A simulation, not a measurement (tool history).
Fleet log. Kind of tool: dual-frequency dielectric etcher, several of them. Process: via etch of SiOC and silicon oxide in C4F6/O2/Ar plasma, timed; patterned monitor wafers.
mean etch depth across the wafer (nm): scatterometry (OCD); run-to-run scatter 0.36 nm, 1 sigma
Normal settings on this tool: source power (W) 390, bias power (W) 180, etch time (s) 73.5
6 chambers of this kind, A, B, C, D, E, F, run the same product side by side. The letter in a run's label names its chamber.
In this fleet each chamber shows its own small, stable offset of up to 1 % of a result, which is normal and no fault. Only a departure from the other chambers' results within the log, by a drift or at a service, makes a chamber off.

run   hour  source power (W)  bias power (W)  etch time (s)  hours since the last wet clean  hours since the last source power generator calibration  hours since the last bias power generator calibration  read-back reference wafer on the same gauge, depth_nm  mean etch depth across the wafer (nm)
 1C    4.6               390             180           73.5                           321.7                                                   3584.3                                                 1954.4                                                  90.11                                 82.235
 2E   11.2               390             180           73.5                            54.3                                                   1463.4                                                 1600.3                                                 90.169                                 82.473
 3D   16.9               390             180           73.5                           286.6                                                   3222.9                                                  970.7                                                 90.232                                 82.454
 4A   21.9               390             180           73.5                            70.1                                                   2006.1                                                  138.1                                                  90.15                                 81.863
 5F   28.7               390             180           73.5                           138.8                                                   2222.2                                                 1232.9                                                 90.061                                 81.522
 6B   34.1               360             180           80.5                             279                                                   3845.3                                                 2005.8                                                 90.125                                 86.167
 7B   38.8               360             180           80.5                           283.7                                                     3850                                                 2010.5                                                 90.147                                 86.718
 8A   42.8               360             180           80.5                              91                                                     2027                                                    159                                                 90.188                                 86.857
 9D   49.2               360             180           80.5                           318.9                                                   3255.2                                                   1003                                                  90.17                                 88.379
10E   55.8               360             180           80.5                            98.9                                                     1508                                                 1644.9                                                 90.144                                 86.998
      56.8  -- chamber C: wet clean of the chamber
11F   63.3               360             180           80.5                           173.4                                                   2256.8                                                 1267.5                                                 90.169                                 87.034
12C     68               390             180           73.5                            11.3                                                   3647.7                                                 2017.8                                                 90.151                                 81.729
13E   72.1               390             180           73.5                           115.2                                                   1524.3                                                 1661.2                                                 90.132                                  82.44
14A   78.6               390             163             88                           126.8                                                   2062.8                                                  194.8                                                 90.053                                 95.124
15B   83.1               390             163             88                             328                                                   3894.3                                                 2054.8                                                 90.096                                 94.984
      84.6  -- chamber D: wet clean of the chamber
16F   88.9               390             163             88                             199                                                   2282.4                                                 1293.1                                                 90.154                                  94.49
17D   96.3               390             163             88                            11.7                                                   3302.3                                                 1050.1                                                 90.042                                 95.797
18C  103.1               390             163             88                            46.4                                                   3682.8                                                 2052.9                                                 89.977                                 95.662
19E  110.9               390             163             88                             154                                                   1563.1                                                   1700                                                  90.13                                 95.885
     113.6  -- chamber E: bias power generator calibrated
20C  118.8               390             180           73.5                            62.1                                                   3698.5                                                 2068.6                                                 90.116                                 82.156
21F  122.7               390             180           73.5                           232.8                                                   2316.2                                                 1326.9                                                 89.968                                 82.467
22D  127.9               390             180           73.5                            43.3                                                   3333.9                                                 1081.7                                                  90.13                                 83.144
23A  131.7               390             180           73.5                           179.9                                                   2115.9                                                  247.9                                                  90.16                                 82.157
24B  137.3               390             180           73.5                           382.2                                                   3948.5                                                   2109                                                  90.05                                 81.782
25F  141.3               390             151             57                           251.4                                                   2334.8                                                 1345.5                                                 90.194                                 59.712
26B  146.5               390             151             57                           391.4                                                   3957.7                                                 2118.2                                                 90.138                                 59.641
27C  154.4               390             151             57                            97.7                                                   3734.1                                                 2104.2                                                 90.037                                 60.167
28D  159.3               390             151             57                            74.7                                                   3365.3                                                 1113.1                                                 90.011                                   60.8
29A  163.1               390             151             57                           211.3                                                   2147.3                                                  279.3                                                 90.166                                 59.746
30E  167.8               390             151             57                           210.9                                                     1620                                                   54.2                                                 90.023                                 60.275
31D  174.6               390             180           58.5                              90                                                   3380.6                                                 1128.4                                                 90.033                                 65.852
32F  178.7               390             180           58.5                           288.8                                                   2372.2                                                 1382.9                                                 90.118                                 65.073
33A  186.1               390             180           58.5                           234.3                                                   2170.3                                                  302.3                                                 90.051                                 65.377
34C  191.5               390             180           58.5                           134.8                                                   3771.2                                                 2141.3                                                 90.105                                 65.475
     195.7  -- chamber C: bias power generator calibrated
35B  199.4               390             180           58.5                           444.3                                                   4010.6                                                 2171.1                                                 90.164                                 65.314
36E  206.6               390             180           58.5                           249.7                                                   1658.8                                                     93                                                 90.061                                 65.339
37D  212.6               390             180           73.5                             128                                                   3418.6                                                 1166.4                                                 90.058                                 83.493
38C  217.4               390             180           73.5                           160.7                                                   3797.1                                                   21.8                                                 90.138                                 82.352
39F  224.8               450             180           90.5                           334.9                                                   2418.3                                                   1429                                                 90.066                                  107.4
40B    231               450             180           90.5                           475.9                                                   4042.2                                                 2202.7                                                 90.092                                 106.02
41E  235.1               450             180           90.5                           278.2                                                   1687.3                                                  121.5                                                 90.135                                 106.72
42A  240.7               450             180           90.5                           288.9                                                   2224.9                                                  356.9                                                  90.15                                    108

The same settings go to every chamber for the next run, one line per chamber below. Forecast the results for each:
43A  246.5               360             180           73.5                                                                                                                                                                                                                                             ?
43B  246.5               360             180           73.5                                                                                                                                                                                                                                             ?
43C  246.5               360             180           73.5                                                                                                                                                                                                                                             ?
43D  246.5               360             180           73.5                                                                                                                                                                                                                                             ?
43E  246.5               360             180           73.5                                                                                                                                                                                                                                             ?
43F  246.5               360             180           73.5                                                                                                                                                                                                                                             ?

run  mean etch depth across the wafer (nm)
43A                                 79.823
43B                                  79.29
43C                                 79.378
43D                                 80.686
43E                                 79.595
43F                                 78.952
